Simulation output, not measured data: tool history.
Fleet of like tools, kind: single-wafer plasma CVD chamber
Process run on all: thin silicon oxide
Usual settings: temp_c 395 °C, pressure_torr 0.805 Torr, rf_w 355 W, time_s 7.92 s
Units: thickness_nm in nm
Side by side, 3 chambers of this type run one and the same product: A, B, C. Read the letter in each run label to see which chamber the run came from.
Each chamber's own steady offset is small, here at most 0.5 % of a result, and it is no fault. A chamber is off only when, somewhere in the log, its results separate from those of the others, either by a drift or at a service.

| run | day | temp_c | pressure_torr | rf_w | time_s | read-back reference wafer on the same gauge, thickness_nm | thickness_nm |
|---|---|---|---|---|---|---|---|
| 1B | 0.225 | 395 | 0.805 | 355 | 7.92 | 17.506 | 15.715 |
| 2A | 0.538 | 395 | 0.805 | 355 | 7.92 | 17.504 | 15.765 |
| 3C | 0.967 | 395 | 0.805 | 355 | 7.92 | 17.517 | 15.746 |
| 4B | 1.229 | 395 | 0.805 | 355 | 7.92 | 17.523 | 15.690 |
| 5A | 1.458 | 395 | 0.805 | 355 | 7.92 | 17.523 | 15.739 |
| 6C | 1.717 | 395 | 0.805 | 355 | 7.92 | 17.527 | 15.758 |
| 7B | 2.021 | 395 | 0.805 | 355 | 7.92 | 17.540 | 15.717 |
| 8A | 2.388 | 387 | 0.805 | 355 | 7.92 | 17.538 | 15.842 |
| 9C | 2.671 | 387 | 0.805 | 355 | 7.92 | 17.548 | 15.867 |
| 10C | 3.004 | 387 | 0.805 | 355 | 7.92 | 17.556 | 15.822 |
| 11B | 3.254 | 395 | 0.805 | 355 | 7.92 | 17.559 | 15.693 |
| 12A | 3.517 | 395 | 0.648 | 310 | 7.92 | 17.557 | 11.972 |
| 13B | 3.788 | 395 | 0.648 | 310 | 7.92 | 17.563 | 11.950 |
| 14A | 4.175 | 395 | 0.648 | 310 | 7.92 | 17.567 | 11.930 |
| 15C | 4.604 | 395 | 0.805 | 355 | 7.92 | 17.584 | 15.803 |
|  | 4.812 | chamber B: thermocouple changed; heater temperature recalibrated |
| 16A | 4.867 | 386 | 0.946 | 355 | 7.92 | 17.586 | 18.325 |
| 17C | 5.171 | 386 | 0.946 | 355 | 7.92 | 17.592 | 18.294 |
| 18B | 5.379 | 386 | 0.946 | 355 | 7.92 | 17.595 | 18.245 |
| 19A | 5.675 | 395 | 0.805 | 355 | 7.92 | 17.597 | 15.853 |
| 20B | 5.942 | 395 | 0.805 | 355 | 7.92 | 17.600 | 15.758 |
| 21C | 6.238 | 395 | 0.805 | 355 | 7.92 | 17.608 | 15.816 |
| 22B | 6.650 | 395 | 0.805 | 355 | 7.92 | 17.613 | 15.777 |

All 3 chambers run these settings next. Forecast each chamber's results:
| 23A | 6.975 | 395 | 0.716 | 355 | 7.92 |  | ? |
| 23B | 6.975 | 395 | 0.716 | 355 | 7.92 |  | ? |
| 23C | 6.975 | 395 | 0.716 | 355 | 7.92 |  | ? |

| run | thickness_nm |
|---|---|
| 23A | 14.105 |
| 23B | 14.018 |
| 23C | 14.045 |

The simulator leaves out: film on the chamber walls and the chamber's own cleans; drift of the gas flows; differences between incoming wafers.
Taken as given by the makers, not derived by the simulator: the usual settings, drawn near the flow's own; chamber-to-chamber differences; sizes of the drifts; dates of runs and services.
